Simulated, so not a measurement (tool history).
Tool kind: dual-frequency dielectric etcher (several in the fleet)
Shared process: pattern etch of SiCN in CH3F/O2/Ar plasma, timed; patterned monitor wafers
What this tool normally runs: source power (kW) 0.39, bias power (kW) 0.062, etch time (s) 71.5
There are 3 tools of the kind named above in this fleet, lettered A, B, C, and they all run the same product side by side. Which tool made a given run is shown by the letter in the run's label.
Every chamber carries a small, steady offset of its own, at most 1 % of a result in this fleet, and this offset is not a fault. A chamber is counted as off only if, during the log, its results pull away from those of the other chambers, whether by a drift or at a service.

run	hour	source power (kW)	bias power (kW)	etch time (s)	read-back reference wafer on the same gauge, depth_nm	mean etch depth across the wafer (nm)
1B	4.9	0.39	0.062	71.5	27.799	25.099
2A	9.2	0.39	0.062	71.5	27.786	25.361
3C	11.9	0.39	0.062	71.5	27.785	25.363
4C	15.3	0.39	0.062	71.5	27.782	25.34
5A	19.4	0.39	0.062	71.5	27.781	25.411
6B	24	0.39	0.062	71.5	27.765	25.128
7A	27.7	0.46	0.062	71.5	27.754	27.059
8B	32.9	0.46	0.062	71.5	27.754	26.697
9C	37.3	0.46	0.062	71.5	27.746	26.939
10A	42.2	0.39	0.062	71.5	27.737	25.352
11C	47.4	0.39	0.062	71.5	27.735	25.264
12B	51.6	0.39	0.062	71.5	27.727	25.09
13A	56.2	0.39	0.062	71.5	27.728	25.329
14C	61.2	0.39	0.062	78	27.72	27.52
15B	64.7	0.39	0.062	78	27.708	27.266
16C	68.4	0.39	0.062	78	27.708	27.544
17B	73.4	0.39	0.062	71.5	27.695	25.061
18A	78.4	0.39	0.062	71.5	27.694	25.303
19C	81.9	0.39	0.062	71.5	27.695	25.236
20A	85.2	0.39	0.062	71.5	27.677	25.253
21B	87.9	0.39	0.062	71.5	27.672	24.989
22A	90.8	0.39	0.062	71.5	27.675	25.268
23C	94.1	0.39	0.062	71.5	27.673	25.207
24B	98.6	0.39	0.062	58.5	27.663	20.521
25A	102.4	0.39	0.062	58.5	27.66	20.715
26C	105.6	0.39	0.062	58.5	27.654	20.622
27B	108.6	0.39	0.062	71.5	27.663	24.953
28A	112.7	0.39	0.062	71.5	27.645	25.262
29C	117.5	0.39	0.062	71.5	27.639	25.124
30B	120.1	0.39	0.062	71.5	27.641	25.071
31A	123.6	0.45	0.062	58	27.622	21.629

Which is it: a chamber that has drifted or been left off by a service, a gauge drift common to all chambers, or only each chamber's usual small offset? If a chamber is off, name it and its likeliest cause.

The shared gauge is drifting. All chambers look as if they move in step, but none is off.
Likeliest cause: gauge reads low (%) = 0.627.
